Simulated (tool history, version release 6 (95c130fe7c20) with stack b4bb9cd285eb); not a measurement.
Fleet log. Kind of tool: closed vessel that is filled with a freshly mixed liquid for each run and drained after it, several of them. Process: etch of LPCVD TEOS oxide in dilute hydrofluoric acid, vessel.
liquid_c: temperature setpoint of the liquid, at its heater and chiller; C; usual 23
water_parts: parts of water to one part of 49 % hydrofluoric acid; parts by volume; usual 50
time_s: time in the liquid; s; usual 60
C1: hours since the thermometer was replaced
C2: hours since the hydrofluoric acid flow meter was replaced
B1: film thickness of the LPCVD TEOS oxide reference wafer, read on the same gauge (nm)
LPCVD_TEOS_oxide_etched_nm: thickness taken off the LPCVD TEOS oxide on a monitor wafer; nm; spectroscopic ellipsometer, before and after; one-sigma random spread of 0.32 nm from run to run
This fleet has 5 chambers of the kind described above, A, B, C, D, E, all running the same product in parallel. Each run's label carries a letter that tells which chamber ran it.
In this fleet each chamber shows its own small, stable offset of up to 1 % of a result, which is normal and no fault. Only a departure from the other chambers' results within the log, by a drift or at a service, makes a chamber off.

run 1C hour=6.2 | liquid_c=23 water_parts=50 time_s=60 | C1=2526.5 C2=116.7 | B1=29.983 | LPCVD_TEOS_oxide_etched_nm=69.154
run 2E hour=16 | liquid_c=23 water_parts=50 time_s=60 | C1=557.5 C2=1474.3 | B1=29.982 | LPCVD_TEOS_oxide_etched_nm=69.248
run 3A hour=22.7 | liquid_c=23 water_parts=50 time_s=60 | C1=1184.5 C2=416.6 | B1=29.971 | LPCVD_TEOS_oxide_etched_nm=68.889
run 4D hour=31.8 | liquid_c=23 water_parts=50 time_s=60 | C1=707.6 C2=533.5 | B1=30.001 | LPCVD_TEOS_oxide_etched_nm=68.447
run 5B hour=39.1 | liquid_c=23 water_parts=50 time_s=60 | C1=1795.8 C2=1280.8 | B1=29.977 | LPCVD_TEOS_oxide_etched_nm=68.93
run 6D hour=49.5 | liquid_c=23 water_parts=50 time_s=60 | C1=725.3 C2=551.2 | B1=30.013 | LPCVD_TEOS_oxide_etched_nm=67.829
-- hour=55 chamber E: thermometer replaced
run 7E hour=57.9 | liquid_c=23 water_parts=50 time_s=60 | C1=3 C2=1516.2 | B1=29.987 | LPCVD_TEOS_oxide_etched_nm=69.092
run 8A hour=64.7 | liquid_c=23 water_parts=50 time_s=60 | C1=1226.5 C2=458.6 | B1=29.991 | LPCVD_TEOS_oxide_etched_nm=69.166
run 9C hour=75.6 | liquid_c=23 water_parts=50 time_s=60 | C1=2595.9 C2=186.1 | B1=30.006 | LPCVD_TEOS_oxide_etched_nm=68.316
run 10B hour=87.5 | liquid_c=23 water_parts=50 time_s=60 | C1=1844.2 C2=1329.2 | B1=29.99 | LPCVD_TEOS_oxide_etched_nm=68.344
run 11B hour=94.6 | liquid_c=25 water_parts=65 time_s=60 | C1=1851.3 C2=1336.3 | B1=30.006 | LPCVD_TEOS_oxide_etched_nm=56.144
run 12E hour=107.6 | liquid_c=25 water_parts=65 time_s=60 | C1=52.7 C2=1565.9 | B1=30.003 | LPCVD_TEOS_oxide_etched_nm=56.509
-- hour=118.2 chamber C: thermometer replaced
run 13C hour=119.2 | liquid_c=25 water_parts=65 time_s=60 | C1=1.1 C2=229.7 | B1=29.957 | LPCVD_TEOS_oxide_etched_nm=56.485
run 14D hour=129.4 | liquid_c=25 water_parts=65 time_s=60 | C1=805.2 C2=631.1 | B1=29.946 | LPCVD_TEOS_oxide_etched_nm=56.195
run 15A hour=135.4 | liquid_c=25 water_parts=65 time_s=60 | C1=1297.2 C2=529.3 | B1=29.992 | LPCVD_TEOS_oxide_etched_nm=56.007
run 16E hour=149 | liquid_c=23 water_parts=65 time_s=80 | C1=94.1 C2=1607.3 | B1=29.979 | LPCVD_TEOS_oxide_etched_nm=69.252
run 17A hour=159.2 | liquid_c=23 water_parts=65 time_s=80 | C1=1321 C2=553.1 | B1=29.998 | LPCVD_TEOS_oxide_etched_nm=69.078
run 18C hour=171.6 | liquid_c=23 water_parts=65 time_s=80 | C1=53.5 C2=282.1 | B1=30.026 | LPCVD_TEOS_oxide_etched_nm=69.668
run 19B hour=185.4 | liquid_c=23 water_parts=65 time_s=80 | C1=1942.1 C2=1427.1 | B1=30.009 | LPCVD_TEOS_oxide_etched_nm=67.914
run 20D hour=194.1 | liquid_c=23 water_parts=65 time_s=80 | C1=869.9 C2=695.8 | B1=30.023 | LPCVD_TEOS_oxide_etched_nm=69.257
run 21E hour=200.7 | liquid_c=23 water_parts=50 time_s=60 | C1=145.8 C2=1659 | B1=30 | LPCVD_TEOS_oxide_etched_nm=69.54
run 22A hour=210.7 | liquid_c=23 water_parts=50 time_s=60 | C1=1372.5 C2=604.6 | B1=29.956 | LPCVD_TEOS_oxide_etched_nm=68.838
run 23D hour=222.3 | liquid_c=23 water_parts=50 time_s=60 | C1=898.1 C2=724 | B1=30.015 | LPCVD_TEOS_oxide_etched_nm=68.286
run 24B hour=235.8 | liquid_c=23 water_parts=50 time_s=60 | C1=1992.5 C2=1477.5 | B1=30.016 | LPCVD_TEOS_oxide_etched_nm=67.199
run 25C hour=246.2 | liquid_c=23 water_parts=50 time_s=60 | C1=128.1 C2=356.7 | B1=30.043 | LPCVD_TEOS_oxide_etched_nm=68.934
run 26A hour=253.9 | liquid_c=23 water_parts=50 time_s=60 | C1=1415.7 C2=647.8 | B1=29.989 | LPCVD_TEOS_oxide_etched_nm=68.745
run 27E hour=264.5 | liquid_c=23 water_parts=50 time_s=60 | C1=209.6 C2=1722.8 | B1=30.027 | LPCVD_TEOS_oxide_etched_nm=68.511
run 28C hour=277.8 | liquid_c=23 water_parts=50 time_s=60 | C1=159.7 C2=388.3 | B1=30.029 | LPCVD_TEOS_oxide_etched_nm=68.536
run 29B hour=285.6 | liquid_c=23 water_parts=50 time_s=60 | C1=2042.3 C2=1527.3 | B1=29.953 | LPCVD_TEOS_oxide_etched_nm=66.477
run 30D hour=299.3 | liquid_c=20 water_parts=50 time_s=60 | C1=975.1 C2=801 | B1=30.035 | LPCVD_TEOS_oxide_etched_nm=59.628
run 31A hour=309.8 | liquid_c=20 water_parts=50 time_s=60 | C1=1471.6 C2=703.7 | B1=30.008 | LPCVD_TEOS_oxide_etched_nm=60.677
run 32C hour=317.8 | liquid_c=20 water_parts=50 time_s=60 | C1=199.7 C2=428.3 | B1=30.014 | LPCVD_TEOS_oxide_etched_nm=60.217
run 33D hour=328.8 | liquid_c=20 water_parts=50 time_s=60 | C1=1004.6 C2=830.5 | B1=30.011 | LPCVD_TEOS_oxide_etched_nm=60.221
run 34B hour=338.2 | liquid_c=20 water_parts=50 time_s=60 | C1=2094.9 C2=1579.9 | B1=29.973 | LPCVD_TEOS_oxide_etched_nm=57.477
run 35E hour=346.7 | liquid_c=23 water_parts=50 time_s=60 | C1=291.8 C2=1805 | B1=29.993 | LPCVD_TEOS_oxide_etched_nm=68.201

Read the log: is a single chamber off, either drifting away or since a service, is the gauge that measures every chamber drifting, or is nothing wrong beyond small per-chamber offsets? Name any odd chamber and what most likely caused it.

Little by little, chamber B moves away from the other chambers.
Likeliest cause: liquid colder than its thermometer reads (K) = 1.13.
With only this log, it may be confused with: hydrofluoric acid flow below the setpoint (%).

Below are 4 candidate recipes for chamber B's next run, each the usual settings with a change, their results shown as question marks. Which of them brings B's results back in line with what the other chambers give on the usual settings?
A result is in line if it is within this distance of the other chambers' mean on the usual settings: LPCVD_TEOS_oxide_etched_nm 1.1 nm
run 36B-1 hour=356.8 | liquid_c=23 water_parts=50 time_s=65 | LPCVD_TEOS_oxide_etched_nm=?
run 36B-2 hour=356.8 | liquid_c=22 water_parts=50 time_s=60 | LPCVD_TEOS_oxide_etched_nm=?
run 36B-3 hour=356.8 | liquid_c=24 water_parts=50 time_s=60 | LPCVD_TEOS_oxide_etched_nm=?
run 36B-4 hour=356.8 | liquid_c=23 water_parts=50 time_s=55 | LPCVD_TEOS_oxide_etched_nm=?

Mean of the other chambers on the usual settings: LPCVD_TEOS_oxide_etched_nm 68.605 nm
run=36B-1 LPCVD_TEOS_oxide_etched_nm=70.998
run=36B-2 LPCVD_TEOS_oxide_etched_nm=62.814
run=36B-3 LPCVD_TEOS_oxide_etched_nm=68.355
run=36B-4 LPCVD_TEOS_oxide_etched_nm=60.076
With 36B-3, the chamber falls back in line with the rest.
